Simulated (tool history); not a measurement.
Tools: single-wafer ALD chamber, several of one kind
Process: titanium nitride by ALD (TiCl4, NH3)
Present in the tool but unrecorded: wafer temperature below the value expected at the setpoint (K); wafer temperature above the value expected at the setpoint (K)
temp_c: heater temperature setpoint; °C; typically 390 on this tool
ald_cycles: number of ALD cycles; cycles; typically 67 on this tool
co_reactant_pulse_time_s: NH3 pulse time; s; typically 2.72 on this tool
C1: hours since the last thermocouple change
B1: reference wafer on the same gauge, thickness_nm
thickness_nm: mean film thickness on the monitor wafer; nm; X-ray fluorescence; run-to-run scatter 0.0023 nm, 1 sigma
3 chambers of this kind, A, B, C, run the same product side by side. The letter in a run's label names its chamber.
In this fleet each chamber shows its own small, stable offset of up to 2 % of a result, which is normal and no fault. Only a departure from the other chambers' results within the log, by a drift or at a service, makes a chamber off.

run 1B hour=8 | temp_c=390 ald_cycles=67 co_reactant_pulse_time_s=2.72 | C1=700.4 | B1=1.7599 | thickness_nm=1.458
run 2C hour=13.5 | temp_c=390 ald_cycles=67 co_reactant_pulse_time_s=2.72 | C1=845 | B1=1.7586 | thickness_nm=1.4862
run 3A hour=18.8 | temp_c=390 ald_cycles=67 co_reactant_pulse_time_s=2.72 | C1=595.6 | B1=1.7591 | thickness_nm=1.4768
run 4A hour=26.3 | temp_c=390 ald_cycles=67 co_reactant_pulse_time_s=2.72 | C1=603.1 | B1=1.7587 | thickness_nm=1.4768
run 5C hour=33.2 | temp_c=390 ald_cycles=67 co_reactant_pulse_time_s=2.72 | C1=864.7 | B1=1.758 | thickness_nm=1.4874
run 6B hour=37.9 | temp_c=390 ald_cycles=67 co_reactant_pulse_time_s=2.72 | C1=730.3 | B1=1.7589 | thickness_nm=1.4588
run 7B hour=42.5 | temp_c=390 ald_cycles=67 co_reactant_pulse_time_s=2.72 | C1=734.9 | B1=1.7577 | thickness_nm=1.4568
run 8A hour=47.3 | temp_c=390 ald_cycles=67 co_reactant_pulse_time_s=2.72 | C1=624.1 | B1=1.758 | thickness_nm=1.4772
run 9C hour=54.5 | temp_c=390 ald_cycles=59 co_reactant_pulse_time_s=2.72 | C1=886 | B1=1.7572 | thickness_nm=1.309
run 10B hour=58.5 | temp_c=390 ald_cycles=59 co_reactant_pulse_time_s=2.72 | C1=750.9 | B1=1.7575 | thickness_nm=1.2842
run 11C hour=66.5 | temp_c=390 ald_cycles=59 co_reactant_pulse_time_s=2.72 | C1=898 | B1=1.7563 | thickness_nm=1.3051
run 12A hour=71 | temp_c=380 ald_cycles=67 co_reactant_pulse_time_s=1.86 | C1=647.8 | B1=1.7566 | thickness_nm=1.4349
run 13B hour=79.1 | temp_c=380 ald_cycles=67 co_reactant_pulse_time_s=1.86 | C1=771.5 | B1=1.7557 | thickness_nm=1.422
run 14A hour=85.4 | temp_c=380 ald_cycles=67 co_reactant_pulse_time_s=1.86 | C1=662.2 | B1=1.7559 | thickness_nm=1.4327
run 15C hour=93.1 | temp_c=390 ald_cycles=67 co_reactant_pulse_time_s=2.38 | C1=924.6 | B1=1.7552 | thickness_nm=1.4731
run 16A hour=100.2 | temp_c=390 ald_cycles=67 co_reactant_pulse_time_s=2.38 | C1=677 | B1=1.754 | thickness_nm=1.4639
run 17C hour=106.7 | temp_c=390 ald_cycles=67 co_reactant_pulse_time_s=2.38 | C1=938.2 | B1=1.7547 | thickness_nm=1.4752
run 18B hour=113.8 | temp_c=390 ald_cycles=67 co_reactant_pulse_time_s=2.72 | C1=806.2 | B1=1.7544 | thickness_nm=1.4577
run 19B hour=120.4 | temp_c=390 ald_cycles=67 co_reactant_pulse_time_s=2.72 | C1=812.8 | B1=1.7534 | thickness_nm=1.4552
run 20C hour=128 | temp_c=390 ald_cycles=67 co_reactant_pulse_time_s=2.72 | C1=959.5 | B1=1.7532 | thickness_nm=1.4801
run 21A hour=132.3 | temp_c=390 ald_cycles=67 co_reactant_pulse_time_s=2.72 | C1=709.1 | B1=1.7529 | thickness_nm=1.4697
run 22C hour=137.2 | temp_c=390 ald_cycles=67 co_reactant_pulse_time_s=2.72 | C1=968.7 | B1=1.752 | thickness_nm=1.4792
run 23A hour=141.9 | temp_c=390 ald_cycles=67 co_reactant_pulse_time_s=2.72 | C1=718.7 | B1=1.7526 | thickness_nm=1.4713
run 24B hour=146.7 | temp_c=390 ald_cycles=67 co_reactant_pulse_time_s=2.72 | C1=839.1 | B1=1.7518 | thickness_nm=1.4535
run 25A hour=151.2 | temp_c=390 ald_cycles=67 co_reactant_pulse_time_s=2.72 | C1=728 | B1=1.7516 | thickness_nm=1.4726
run 26C hour=155.3 | temp_c=390 ald_cycles=67 co_reactant_pulse_time_s=2.72 | C1=986.8 | B1=1.7518 | thickness_nm=1.4773
run 27B hour=159 | temp_c=390 ald_cycles=57 co_reactant_pulse_time_s=1.87 | C1=851.4 | B1=1.7514 | thickness_nm=1.2168
run 28A hour=164.7 | temp_c=390 ald_cycles=57 co_reactant_pulse_time_s=1.87 | C1=741.5 | B1=1.752 | thickness_nm=1.2273
run 29C hour=171.6 | temp_c=390 ald_cycles=57 co_reactant_pulse_time_s=1.87 | C1=1003.1 | B1=1.7503 | thickness_nm=1.2408
run 30B hour=177.7 | temp_c=390 ald_cycles=67 co_reactant_pulse_time_s=2.72 | C1=870.1 | B1=1.7514 | thickness_nm=1.4525
run 31B hour=186 | temp_c=390 ald_cycles=67 co_reactant_pulse_time_s=2.72 | C1=878.4 | B1=1.7503 | thickness_nm=1.4538
run 32C hour=193.4 | temp_c=390 ald_cycles=67 co_reactant_pulse_time_s=2.72 | C1=1024.9 | B1=1.7493 | thickness_nm=1.4829
run 33A hour=200.3 | temp_c=390 ald_cycles=67 co_reactant_pulse_time_s=2.72 | C1=777.1 | B1=1.7492 | thickness_nm=1.4689
run 34B hour=206.9 | temp_c=390 ald_cycles=67 co_reactant_pulse_time_s=2.72 | C1=899.3 | B1=1.7492 | thickness_nm=1.4493

Each of the 3 chambers runs these same settings next. Fill in every chamber's results:
run 35A hour=213 | temp_c=390 ald_cycles=67 co_reactant_pulse_time_s=2.72 | thickness_nm=?
run 35B hour=213 | temp_c=390 ald_cycles=67 co_reactant_pulse_time_s=2.72 | thickness_nm=?
run 35C hour=213 | temp_c=390 ald_cycles=67 co_reactant_pulse_time_s=2.72 | thickness_nm=?

run=35A thickness_nm=1.4737
run=35B thickness_nm=1.4535
run=35C thickness_nm=1.4817

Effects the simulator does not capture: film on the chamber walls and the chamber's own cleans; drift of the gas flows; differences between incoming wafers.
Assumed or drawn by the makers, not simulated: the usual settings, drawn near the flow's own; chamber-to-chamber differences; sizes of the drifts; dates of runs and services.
